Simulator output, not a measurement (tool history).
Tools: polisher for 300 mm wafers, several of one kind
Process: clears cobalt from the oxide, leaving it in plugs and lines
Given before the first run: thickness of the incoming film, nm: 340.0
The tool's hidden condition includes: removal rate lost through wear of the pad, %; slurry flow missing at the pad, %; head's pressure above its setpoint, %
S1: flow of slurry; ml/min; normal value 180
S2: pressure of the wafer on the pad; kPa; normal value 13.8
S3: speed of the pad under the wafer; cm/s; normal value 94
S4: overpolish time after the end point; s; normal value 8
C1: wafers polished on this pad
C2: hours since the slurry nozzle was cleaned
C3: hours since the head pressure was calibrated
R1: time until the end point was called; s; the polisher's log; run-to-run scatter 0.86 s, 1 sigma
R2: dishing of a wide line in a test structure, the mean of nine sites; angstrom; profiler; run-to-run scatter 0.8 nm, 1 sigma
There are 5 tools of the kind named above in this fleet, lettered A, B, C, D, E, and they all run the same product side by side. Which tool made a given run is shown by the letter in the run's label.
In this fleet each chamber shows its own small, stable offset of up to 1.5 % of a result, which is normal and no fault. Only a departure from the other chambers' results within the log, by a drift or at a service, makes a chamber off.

| run | hour | S1 | S2 | S3 | S4 | C1 | C2 | C3 | R1 | R2 |
|---|---|---|---|---|---|---|---|---|---|---|
|  | 2.8 | chamber D: worn pad replaced by a new one |
|  | 4.9 | chamber D: head pressure recalibrated |
| 1A | 8.5 | 180 | 13.8 | 94 | 8 | 440 | 208.3 | 776.3 | 59.205 | 334.70 |
| 2D | 15.4 | 180 | 13.8 | 94 | 8 | 125 | 134.6 | 10.6 | 60.401 | 337.57 |
| 3E | 28.8 | 180 | 13.8 | 94 | 8 | 501 | 54.9 | 679.9 | 59.842 | 330.28 |
| 4B | 35.9 | 180 | 13.8 | 94 | 8 | 628 | 183.0 | 404.9 | 57.959 | 333.11 |
|  | 40.4 | chamber A: worn pad replaced by a new one |
|  | 42.9 | chamber E: worn pad replaced by a new one |
|  | 47.5 | chamber C: worn pad replaced by a new one |
| 5C | 48.4 | 180 | 13.8 | 94 | 8 | 9 | 188.6 | 1028.1 | 58.360 | 323.85 |
| 6A | 54.8 | 180 | 13.8 | 94 | 8 | 144 | 254.6 | 822.6 | 59.983 | 343.93 |
| 7E | 62.6 | 180 | 13.8 | 94 | 8 | 196 | 88.7 | 713.7 | 58.829 | 345.10 |
| 8B | 71.2 | 180 | 13.8 | 94 | 8 | 980 | 218.3 | 440.2 | 59.473 | 340.06 |
|  | 81.7 | chamber B: slurry nozzle cleaned |
| 9D | 83.3 | 180 | 13.8 | 94 | 8 | 801 | 202.5 | 78.5 | 58.304 | 337.74 |
| 10C | 89.1 | 180 | 13.8 | 94 | 8 | 415 | 229.3 | 1068.8 | 58.222 | 323.06 |
|  | 101.4 | chamber B: worn pad replaced by a new one |
| 11C | 101.4 | 180 | 13.8 | 94 | 8 | 537 | 241.6 | 1081.1 | 58.739 | 326.58 |
| 12A | 111.8 | 125 | 13.8 | 78 | 8 | 711 | 311.6 | 879.6 | 75.730 | 271.45 |
|  | 113.1 | chamber E: worn pad replaced by a new one |
|  | 113.2 | chamber C: worn pad replaced by a new one |
|  | 117.7 | chamber A: worn pad replaced by a new one |
| 13E | 119.6 | 125 | 13.8 | 78 | 8 | 65 | 145.7 | 770.7 | 75.839 | 275.31 |
| 14B | 131.6 | 125 | 13.8 | 78 | 8 | 301 | 50.0 | 500.6 | 77.866 | 265.02 |
| 15D | 143.2 | 125 | 13.8 | 78 | 8 | 1398 | 262.4 | 138.4 | 76.650 | 280.93 |
|  | 144.3 | chamber D: worn pad replaced by a new one |
| 16B | 149.9 | 125 | 13.8 | 78 | 8 | 483 | 68.3 | 518.9 | 76.047 | 280.97 |
| 17C | 161.7 | 180 | 13.8 | 94 | 8 | 483 | 301.9 | 1141.4 | 58.987 | 332.91 |
| 18A | 174.8 | 180 | 13.8 | 94 | 8 | 568 | 374.6 | 942.6 | 58.587 | 335.14 |
|  | 175.9 | chamber A: head pressure recalibrated |
|  | 177.6 | chamber E: worn pad replaced by a new one |
|  | 179.6 | chamber C: worn pad replaced by a new one |
| 19E | 184.9 | 205 | 13.8 | 94 | 8 | 73 | 211.0 | 836.0 | 58.722 | 314.73 |
|  | 196.1 | chamber A: worn pad replaced by a new one |
| 20D | 197.9 | 205 | 13.8 | 94 | 8 | 534 | 317.1 | 193.1 | 58.244 | 323.63 |
|  | 201.7 | chamber C: head pressure recalibrated |
| 21A | 210.2 | 205 | 13.8 | 94 | 8 | 140 | 410.0 | 34.4 | 57.527 | 333.56 |
| 22E | 222.2 | 205 | 13.8 | 94 | 8 | 444 | 248.3 | 873.3 | 58.005 | 321.09 |
| 23D | 233.0 | 205 | 13.8 | 94 | 8 | 884 | 352.2 | 228.2 | 57.990 | 329.42 |
|  | 235.0 | chamber C: worn pad replaced by a new one |
|  | 237.2 | chamber E: worn pad replaced by a new one |
|  | 238.7 | chamber B: worn pad replaced by a new one |
| 24B | 244.9 | 180 | 13.8 | 94 | 8 | 62 | 163.3 | 613.9 | 60.947 | 335.19 |
| 25C | 250.7 | 180 | 13.8 | 94 | 8 | 156 | 390.9 | 49.0 | 52.835 | 349.33 |
| 26D | 261.6 | 180 | 13.8 | 94 | 8 | 1169 | 380.8 | 256.8 | 58.662 | 326.53 |
|  | 263.2 | chamber A: slurry nozzle cleaned |
|  | 263.3 | chamber E: head pressure recalibrated |
|  | 271.7 | chamber B: head pressure recalibrated |
| 27C | 272.2 | 180 | 13.8 | 94 | 8 | 370 | 412.4 | 70.5 | 52.876 | 347.77 |
|  | 278.8 | chamber D: worn pad replaced by a new one |
| 28A | 279.5 | 180 | 13.8 | 94 | 8 | 831 | 16.3 | 103.7 | 58.932 | 336.21 |
| 29B | 288.4 | 180 | 13.8 | 94 | 8 | 495 | 206.8 | 16.8 | 60.081 | 328.44 |
| 30E | 299.8 | 180 | 13.8 | 94 | 8 | 624 | 325.9 | 36.5 | 58.594 | 329.67 |
| 31D | 312.3 | 180 | 16.5 | 94 | 8 | 334 | 431.5 | 307.5 | 49.304 | 377.74 |

One chamber off, gauge drift, or nothing amiss beyond the chambers' own small offsets? If it is a chamber, which one, and what is the likeliest cause?

The work done on chamber C during a service left it standing apart from the others.
Most likely cause: head's pressure above its setpoint, % = 10.3.

Which of the 4 candidates below, each the usual settings with something changed and its results left as question marks, puts chamber C back in line with what the other chambers give on the usual settings?
In line here means within this much of the mean the other chambers give on the usual settings: R1 3.000 s; R2 28.00 angstrom
| 32C-1 | 322.0 | 185 | 15.9 | 106 | 8 |  |  |  | ? | ? |
| 32C-2 | 322.0 | 180 | 13.1 | 88 | 8 |  |  |  | ? | ? |
| 32C-3 | 322.0 | 180 | 14.5 | 100 | 8 |  |  |  | ? | ? |
| 32C-4 | 322.0 | 175 | 12.4 | 82 | 8 |  |  |  | ? | ? |

Other chambers, usual settings, mean: R1 59.692 s; R2 329.98 angstrom
| run | R1 | R2 |
|---|---|---|
| 32C-1 | 41.257 | 421.67 |
| 32C-2 | 60.420 | 328.64 |
| 32C-3 | 48.076 | 383.55 |
| 32C-4 | 68.754 | 299.31 |
32C-2 is the one that brings the chamber's results back in line with the other chambers.

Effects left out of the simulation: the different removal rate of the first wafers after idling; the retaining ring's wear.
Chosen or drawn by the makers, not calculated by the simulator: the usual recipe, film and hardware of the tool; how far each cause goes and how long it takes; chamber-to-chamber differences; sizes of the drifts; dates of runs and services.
